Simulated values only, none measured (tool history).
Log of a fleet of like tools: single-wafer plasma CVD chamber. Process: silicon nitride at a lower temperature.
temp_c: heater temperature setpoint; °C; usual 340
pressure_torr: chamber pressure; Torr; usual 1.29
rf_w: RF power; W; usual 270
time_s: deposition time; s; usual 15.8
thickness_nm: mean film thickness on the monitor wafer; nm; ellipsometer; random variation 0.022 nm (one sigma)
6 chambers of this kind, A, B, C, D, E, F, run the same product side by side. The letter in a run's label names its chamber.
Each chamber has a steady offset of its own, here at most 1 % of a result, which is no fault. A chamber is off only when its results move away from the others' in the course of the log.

run   hour  temp_c  pressure_torr  rf_w  time_s  read-back reference wafer on the same gauge, thickness_nm  thickness_nm
       1.2  -- chamber B: thermocouple changed; heater temperature recalibrated
 1E    4.4     340           1.29   270    15.8                                                     16.102        16.292
 2D    6.5     340           1.29   270    15.8                                                     16.106        16.466
 3C    8.7     340           1.29   270    15.8                                                     16.109        16.476
 4B   13.3     340           1.29   270    15.8                                                     16.109        16.275
 5F   17.2     340           1.29   270    15.8                                                     16.110        16.353
 6A   20.7     340           1.29   270    15.8                                                     16.115        16.278
 7E   23.0     340           1.29   270    15.8                                                     16.117        16.296
 8F   26.8     340           1.29   270    15.8                                                     16.116        16.372
 9A   29.7     340           1.29   270    15.8                                                     16.123        16.270
10C   32.2     340           1.29   270    15.8                                                     16.118        16.490
11B   35.5     340           1.29   270    15.8                                                     16.118        16.356
12D   38.3     340           1.29   270    15.8                                                     16.128        16.457
13E   41.3     340           1.29   270    15.8                                                     16.130        16.330
14D   45.1     340           1.29   270    15.8                                                     16.131        16.493
15B   48.4     340           1.10   230    15.8                                                     16.131        13.916
16F   52.2     340           1.10   230    15.8                                                     16.129        13.965
17A   54.1     340           1.10   230    15.8                                                     16.131        13.866
18C   57.5     340           1.10   230    15.8                                                     16.136        14.013
19F   61.5     340           1.10   230    15.8                                                     16.138        13.975
20E   64.9     340           1.10   230    15.8                                                     16.138        13.919
21C   68.0     340           1.60   270    15.8                                                     16.147        17.567
22A   71.8     340           1.60   270    15.8                                                     16.145        17.354
23B   75.3     340           1.60   270    15.8                                                     16.146        17.446
24D   78.1     340           1.60   270    15.8                                                     16.147        17.572
25E   81.1     340           1.60   270    15.8                                                     16.149        17.345
26A   83.3     340           1.60   270    15.8                                                     16.158        17.348
27F   86.1     340           1.29   270    15.8                                                     16.162        16.381
28B   89.3     340           1.42   225    15.8                                                     16.159        14.785
29D   93.5     340           1.42   225    15.8                                                     16.159        14.905
30C   97.5     340           1.42   225    15.8                                                     16.167        14.881
31E  102.0     340           1.42   225    15.8                                                     16.169        14.840
32A  104.4     340           1.42   225    15.8                                                     16.170        14.717
33D  107.9     340           1.42   225    15.8                                                     16.172        14.937
34F  111.0     340           1.29   270    15.8                                                     16.174        16.380
35B  115.3     340           1.29   270    15.8                                                     16.175        16.370
36C  118.1     340           1.29   270    15.8                                                     16.178        16.544
37F  120.6     340           1.29   270    15.8                                                     16.176        16.460
38D  123.6     340           1.29   270    15.8                                                     16.180        16.534
39E  127.3     340           1.29   245    17.1                                                     16.178        16.555
40B  130.5     340           1.29   245    17.1                                                     16.182        16.519
41A  133.0     340           1.29   245    17.1                                                     16.184        16.524
42C  135.4     340           1.29   245    17.1                                                     16.188        16.672

Is one chamber off against the others, does the gauge drift, or is nothing wrong? If a chamber is off, say which, and what the likeliest cause is.

The gauge drifts, so all chambers seem to drift together. No chamber is off.
Cause: gauge reads high (%) = 0.552.
